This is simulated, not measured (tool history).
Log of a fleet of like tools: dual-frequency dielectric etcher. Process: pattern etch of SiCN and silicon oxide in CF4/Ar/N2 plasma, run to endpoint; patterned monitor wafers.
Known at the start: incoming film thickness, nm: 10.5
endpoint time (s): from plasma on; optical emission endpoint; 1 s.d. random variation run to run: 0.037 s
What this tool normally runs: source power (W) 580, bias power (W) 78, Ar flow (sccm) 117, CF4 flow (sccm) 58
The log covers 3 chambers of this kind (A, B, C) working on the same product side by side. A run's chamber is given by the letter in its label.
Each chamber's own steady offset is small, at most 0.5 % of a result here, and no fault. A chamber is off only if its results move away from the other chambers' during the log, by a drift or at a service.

run,hour,source power (W),bias power (W),Ar flow (sccm),CF4 flow (sccm),hours since the last wet clean,hours since the last source power generator calibration,hours since the last bias power generator calibration,hours since the last Ar flow controller change,hours since the last CF4 flow controller change,endpoint time (s)
1A,8.3,580,78,117,58,68.0,1417.4,2834.0,2315.3,814.7,10.0050
2B,16.1,580,78,117,58,453.6,191.8,1707.8,1849.1,337.2,10.0170
3C,23.4,580,78,117,58,286.6,1879.2,5093.7,344.9,791.9,10.0510
4A,36.1,580,78,117,58,95.8,1445.2,2861.8,2343.1,842.5,10.0460
5C,42.8,580,78,117,58,306.0,1898.6,5113.1,364.3,811.3,10.0800
6B,51.0,580,78,117,58,488.5,226.7,1742.7,1884.0,372.1,10.0330
7B,61.8,580,78,117,58,499.3,237.5,1753.5,1894.8,382.9,10.0550
8A,71.1,580,78,102,67,130.8,1480.2,2896.8,2378.1,877.5,9.5906
9C,78.8,580,78,102,67,342.0,1934.6,5149.1,400.3,847.3,9.6322
10C,88.8,580,78,102,67,352.0,1944.6,5159.1,410.3,857.3,9.6463
11A,101.8,580,78,117,58,161.5,1510.9,2927.5,2408.8,908.2,10.0020
12B,108.3,580,78,117,58,545.8,284.0,1800.0,1941.3,429.4,10.0020
# hour 114.4: chamber B: wet clean of the chamber
13A,118.4,580,78,117,58,178.1,1527.5,2944.1,2425.4,924.8,10.0240
14B,129.7,580,78,117,58,15.3,305.4,1821.4,1962.7,450.8,9.9973
15C,141.3,580,78,117,58,404.5,1997.1,5211.6,462.8,909.8,10.1010
16C,152.1,580,78,117,58,415.3,2007.9,5222.4,473.6,920.6,10.1450
17A,165.9,580,78,117,58,225.6,1575.0,2991.6,2472.9,972.3,9.9842
# hour 172.3: chamber C: bias power generator calibrated
18B,180.0,580,78,117,58,65.6,355.7,1871.7,2013.0,501.1,10.0850
19C,194.3,580,78,117,58,457.5,2050.1,22.0,515.8,962.8,10.2220
20A,202.2,580,78,117,58,261.9,1611.3,3027.9,2509.2,1008.6,9.9915
21B,210.3,580,78,117,58,95.9,386.0,1902.0,2043.3,531.4,10.0930
22A,219.2,580,78,117,58,278.9,1628.3,3044.9,2526.2,1025.6,9.9911
23C,225.7,580,78,117,66,488.9,2081.5,53.4,547.2,994.2,9.9641
24B,234.1,580,78,117,66,119.7,409.8,1925.8,2067.1,555.2,9.8939
25B,242.0,580,78,117,66,127.6,417.7,1933.7,2075.0,563.1,9.8376
26C,254.4,580,78,117,58,517.6,2110.2,82.1,575.9,1022.9,10.2370
27A,267.4,580,78,117,58,327.1,1676.5,3093.1,2574.4,1073.8,10.0680
28A,278.9,580,95,117,66,338.6,1688.0,3104.6,2585.9,1085.3,9.1357
29B,293.7,580,95,117,66,179.3,469.4,1985.4,2126.7,614.8,9.1361
30C,308.2,580,95,117,66,571.4,2164.0,135.9,629.7,1076.7,9.3713
31B,315.8,580,78,117,58,201.4,491.5,2007.5,2148.8,636.9,10.0760
32C,330.6,580,78,117,58,593.8,2186.4,158.3,652.1,1099.1,10.2880

All chambers now run identical settings, listed one chamber a line with results as question marks. What results will each chamber show?
33A,341.3,580,78,117,58,,,,,,?
33B,341.3,580,78,117,58,,,,,,?
33C,341.3,580,78,117,58,,,,,,?

run,endpoint time (s)
33A,9.9697
33B,10.0120
33C,10.3380
